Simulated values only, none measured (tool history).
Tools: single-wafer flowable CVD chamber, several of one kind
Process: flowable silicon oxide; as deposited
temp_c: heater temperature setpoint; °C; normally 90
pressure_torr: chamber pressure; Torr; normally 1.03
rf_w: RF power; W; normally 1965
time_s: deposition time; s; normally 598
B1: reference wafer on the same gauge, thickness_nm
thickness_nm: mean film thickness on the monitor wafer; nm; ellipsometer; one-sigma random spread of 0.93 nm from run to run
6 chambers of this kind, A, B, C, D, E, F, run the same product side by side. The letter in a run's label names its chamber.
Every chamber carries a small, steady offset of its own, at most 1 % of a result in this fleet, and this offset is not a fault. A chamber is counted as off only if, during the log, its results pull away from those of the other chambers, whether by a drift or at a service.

run 1A hour=5.1 | temp_c=90 pressure_torr=1.03 rf_w=1965 time_s=598 | B1=769.03 | thickness_nm=691.44
run 2F hour=14.9 | temp_c=90 pressure_torr=1.03 rf_w=1965 time_s=598 | B1=769.36 | thickness_nm=691.98
run 3D hour=25.8 | temp_c=90 pressure_torr=1.03 rf_w=1965 time_s=598 | B1=769.48 | thickness_nm=698.62
run 4B hour=31.3 | temp_c=90 pressure_torr=1.03 rf_w=1965 time_s=598 | B1=769.45 | thickness_nm=687.32
run 5E hour=39.7 | temp_c=90 pressure_torr=1.03 rf_w=1965 time_s=598 | B1=769.6 | thickness_nm=690.76
run 6C hour=45 | temp_c=90 pressure_torr=1.03 rf_w=1965 time_s=598 | B1=769.65 | thickness_nm=688.47
run 7B hour=55.1 | temp_c=90 pressure_torr=1.03 rf_w=1965 time_s=598 | B1=769.86 | thickness_nm=687.41
run 8E hour=63.1 | temp_c=103 pressure_torr=1.03 rf_w=2210 time_s=598 | B1=769.77 | thickness_nm=459.01
run 9D hour=72.8 | temp_c=103 pressure_torr=1.03 rf_w=2210 time_s=598 | B1=769.96 | thickness_nm=463.33
run 10A hour=81.3 | temp_c=103 pressure_torr=1.03 rf_w=2210 time_s=598 | B1=770.21 | thickness_nm=458.89
run 11F hour=89.5 | temp_c=103 pressure_torr=1.03 rf_w=2210 time_s=598 | B1=770.29 | thickness_nm=455.41
run 12C hour=99.4 | temp_c=103 pressure_torr=1.03 rf_w=2210 time_s=598 | B1=770.49 | thickness_nm=458.98
-- hour=100.7 chamber E: capacitance manometer re-zeroed and calibrated
run 13C hour=105.8 | temp_c=103 pressure_torr=1.03 rf_w=2210 time_s=598 | B1=770.2 | thickness_nm=459.18
run 14A hour=112.3 | temp_c=90 pressure_torr=1.03 rf_w=1965 time_s=598 | B1=770.35 | thickness_nm=694.25
-- hour=121.2 chamber A: RF generator calibrated
run 15E hour=122.8 | temp_c=90 pressure_torr=1.03 rf_w=1965 time_s=598 | B1=770.75 | thickness_nm=692.84
run 16F hour=132.7 | temp_c=90 pressure_torr=1.03 rf_w=1965 time_s=598 | B1=770.68 | thickness_nm=693.46
run 17B hour=143.1 | temp_c=90 pressure_torr=1.03 rf_w=1965 time_s=598 | B1=771.04 | thickness_nm=686.76
run 18D hour=150.2 | temp_c=90 pressure_torr=1.03 rf_w=1965 time_s=598 | B1=771.01 | thickness_nm=700.18
run 19F hour=158.1 | temp_c=90 pressure_torr=1.03 rf_w=1965 time_s=598 | B1=771.11 | thickness_nm=691.57
run 20C hour=163.7 | temp_c=90 pressure_torr=1.03 rf_w=1965 time_s=598 | B1=771.58 | thickness_nm=689.53
run 21A hour=169.5 | temp_c=90 pressure_torr=1.03 rf_w=1965 time_s=504 | B1=771.2 | thickness_nm=586.08
run 22B hour=176.4 | temp_c=90 pressure_torr=1.03 rf_w=1965 time_s=504 | B1=771.68 | thickness_nm=580.25
-- hour=180.3 chamber D: RF generator calibrated
run 23D hour=184.7 | temp_c=90 pressure_torr=1.03 rf_w=1965 time_s=504 | B1=771.53 | thickness_nm=590.44
run 24E hour=194.6 | temp_c=90 pressure_torr=1.03 rf_w=1965 time_s=504 | B1=771.61 | thickness_nm=585.76
run 25C hour=201.5 | temp_c=90 pressure_torr=1.03 rf_w=1965 time_s=504 | B1=771.89 | thickness_nm=581.72
run 26A hour=207.7 | temp_c=90 pressure_torr=1.03 rf_w=1965 time_s=504 | B1=771.71 | thickness_nm=586.17
run 27E hour=217.9 | temp_c=90 pressure_torr=1.03 rf_w=1965 time_s=598 | B1=771.82 | thickness_nm=693.55
run 28F hour=224.3 | temp_c=90 pressure_torr=1.03 rf_w=1965 time_s=598 | B1=772.24 | thickness_nm=692.39
run 29D hour=233.9 | temp_c=90 pressure_torr=1.03 rf_w=1965 time_s=598 | B1=772.33 | thickness_nm=699.4
run 30B hour=244.2 | temp_c=90 pressure_torr=1.03 rf_w=1965 time_s=598 | B1=772.25 | thickness_nm=689.75
-- hour=253.5 chamber A: thermocouple changed; heater temperature recalibrated
run 31B hour=255.2 | temp_c=90 pressure_torr=1.03 rf_w=1965 time_s=598 | B1=772.38 | thickness_nm=691.16
run 32C hour=261.1 | temp_c=90 pressure_torr=1.03 rf_w=1965 time_s=598 | B1=772.47 | thickness_nm=692.48
run 33E hour=270.1 | temp_c=90 pressure_torr=1.03 rf_w=1965 time_s=598 | B1=772.94 | thickness_nm=696.12
run 34D hour=280.5 | temp_c=90 pressure_torr=1.03 rf_w=1965 time_s=598 | B1=772.85 | thickness_nm=699.73
run 35F hour=286.6 | temp_c=90 pressure_torr=1.03 rf_w=1965 time_s=598 | B1=773.25 | thickness_nm=693.71
run 36A hour=297.7 | temp_c=90 pressure_torr=1.03 rf_w=1965 time_s=598 | B1=773.09 | thickness_nm=695.36

Decide between three cases: one chamber stands off from its peers, the gauge reading all wafers drifts, or nothing is wrong past each chamber's small offset. Where a chamber is off, say which and what most likely put it there.

Every chamber seems to shift together because the gauge that measures them all drifts; the chambers themselves are fine.
Likeliest cause: gauge reads high (%) = 0.554.
